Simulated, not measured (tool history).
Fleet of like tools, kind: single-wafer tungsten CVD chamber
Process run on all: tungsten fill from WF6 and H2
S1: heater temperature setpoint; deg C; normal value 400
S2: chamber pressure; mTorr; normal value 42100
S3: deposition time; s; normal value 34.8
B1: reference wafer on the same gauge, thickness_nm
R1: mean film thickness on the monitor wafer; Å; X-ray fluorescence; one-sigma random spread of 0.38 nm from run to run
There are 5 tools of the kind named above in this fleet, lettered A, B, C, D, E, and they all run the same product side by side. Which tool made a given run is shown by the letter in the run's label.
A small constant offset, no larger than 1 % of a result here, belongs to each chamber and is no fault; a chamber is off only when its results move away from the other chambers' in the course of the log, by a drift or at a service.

| run | hour | S1 | S2 | S3 | B1 | R1 |
|---|---|---|---|---|---|---|
| 1D | 4.4 | 400 | 42100 | 34.8 | 119.98 | 1195.40 |
| 2B | 8.6 | 400 | 42100 | 34.8 | 120.01 | 1182.80 |
| 3A | 11.8 | 400 | 42100 | 34.8 | 119.97 | 1194.40 |
| 4E | 15.2 | 400 | 42100 | 34.8 | 120.02 | 1172.60 |
| 5C | 19.1 | 400 | 37800 | 41.3 | 120.04 | 1330.40 |
| 6B | 21.4 | 400 | 37800 | 41.3 | 120.10 | 1333.80 |
| 7A | 23.6 | 400 | 37800 | 41.3 | 120.05 | 1355.80 |
| 8E | 28.2 | 400 | 37800 | 41.3 | 119.95 | 1323.80 |
| 9C | 32.2 | 400 | 37800 | 41.3 | 119.93 | 1344.10 |
| 10D | 36.6 | 400 | 42100 | 34.8 | 120.08 | 1196.70 |
| 11B | 38.9 | 400 | 42100 | 34.8 | 120.05 | 1170.70 |
| 12C | 42.0 | 400 | 42100 | 34.8 | 119.97 | 1181.40 |
| 13A | 44.3 | 400 | 42100 | 34.8 | 119.83 | 1197.80 |
| 14D | 48.4 | 400 | 42100 | 34.8 | 119.93 | 1201.60 |
| 15E | 51.3 | 400 | 42100 | 34.8 | 120.04 | 1172.80 |
| 16C | 55.8 | 400 | 42100 | 34.8 | 120.08 | 1189.30 |
| 17E | 57.9 | 400 | 42100 | 34.8 | 120.01 | 1174.60 |
| 18A | 60.9 | 400 | 42100 | 34.8 | 120.02 | 1195.00 |
| 19B | 64.6 | 400 | 47700 | 39.1 | 119.95 | 1399.10 |
|  | 66.3 | chamber B: capacitance manometer re-zeroed and calibrated |
| 20D | 69.1 | 400 | 47700 | 39.1 | 120.00 | 1428.30 |
| 21A | 72.9 | 400 | 47700 | 39.1 | 119.92 | 1418.10 |
| 22C | 75.1 | 400 | 47700 | 39.1 | 119.93 | 1404.80 |
| 23D | 79.4 | 400 | 47700 | 39.1 | 119.91 | 1419.80 |
| 24B | 82.8 | 410 | 42100 | 30.4 | 119.93 | 1185.90 |
| 25E | 85.7 | 410 | 42100 | 30.4 | 120.07 | 1222.00 |
| 26D | 89.5 | 410 | 42100 | 30.4 | 120.09 | 1244.80 |
| 27E | 92.8 | 410 | 42100 | 30.4 | 120.00 | 1222.10 |
| 28C | 95.1 | 410 | 42100 | 30.4 | 119.98 | 1227.10 |
| 29B | 97.4 | 400 | 42100 | 34.8 | 120.04 | 1133.50 |
| 30A | 100.3 | 405 | 33400 | 34.8 | 120.00 | 1170.20 |
| 31C | 103.6 | 405 | 33400 | 34.8 | 119.90 | 1165.20 |
| 32D | 108.1 | 405 | 33400 | 34.8 | 120.00 | 1172.70 |
| 33E | 112.6 | 405 | 33400 | 34.8 | 120.06 | 1139.40 |
| 34B | 114.9 | 405 | 33400 | 34.8 | 119.94 | 1119.00 |
| 35A | 117.2 | 400 | 42100 | 34.8 | 119.94 | 1196.00 |
| 36C | 121.1 | 400 | 42100 | 34.8 | 120.04 | 1181.60 |
| 37B | 124.2 | 400 | 42100 | 34.8 | 119.89 | 1138.30 |
| 38A | 127.3 | 400 | 42100 | 34.8 | 120.07 | 1195.50 |
| 39E | 131.2 | 400 | 42100 | 34.8 | 120.09 | 1173.30 |
| 40D | 134.4 | 385 | 42100 | 29.3 | 120.03 | 755.24 |
| 41B | 138.5 | 385 | 42100 | 29.3 | 120.06 | 717.17 |
| 42A | 142.7 | 385 | 42100 | 29.3 | 120.02 | 757.41 |

Is one chamber off against the others, does the gauge drift, or is nothing wrong? If a chamber is off, say which, and what the likeliest cause is.

A service on chamber B put it out of line with the rest.
Most likely cause: true pressure below the setpoint (%) = 6.94.

Chamber B could run next with any of the 4 candidate recipes listed below; each alters the usual settings, and their results appear as question marks. Which one brings its results back in line with what the other chambers deliver on the usual settings?
In-line tolerance around the mean of the other chambers on the usual settings: R1 13.00 Å
| 43B-1 | 145.9 | 400 | 41200 | 33.7 |  | ? |
| 43B-2 | 145.9 | 400 | 49700 | 34.8 |  | ? |
| 43B-3 | 145.9 | 400 | 35800 | 34.8 |  | ? |
| 43B-4 | 145.9 | 400 | 43000 | 35.9 |  | ? |

Average result of the remaining chambers running the usual settings: R1 1187.20 Å
| run | R1 |
|---|---|
| 43B-1 | 1093.10 |
| 43B-2 | 1231.30 |
| 43B-3 | 1056.50 |
| 43B-4 | 1188.20 |
With 43B-4, the chamber falls back in line with the rest.

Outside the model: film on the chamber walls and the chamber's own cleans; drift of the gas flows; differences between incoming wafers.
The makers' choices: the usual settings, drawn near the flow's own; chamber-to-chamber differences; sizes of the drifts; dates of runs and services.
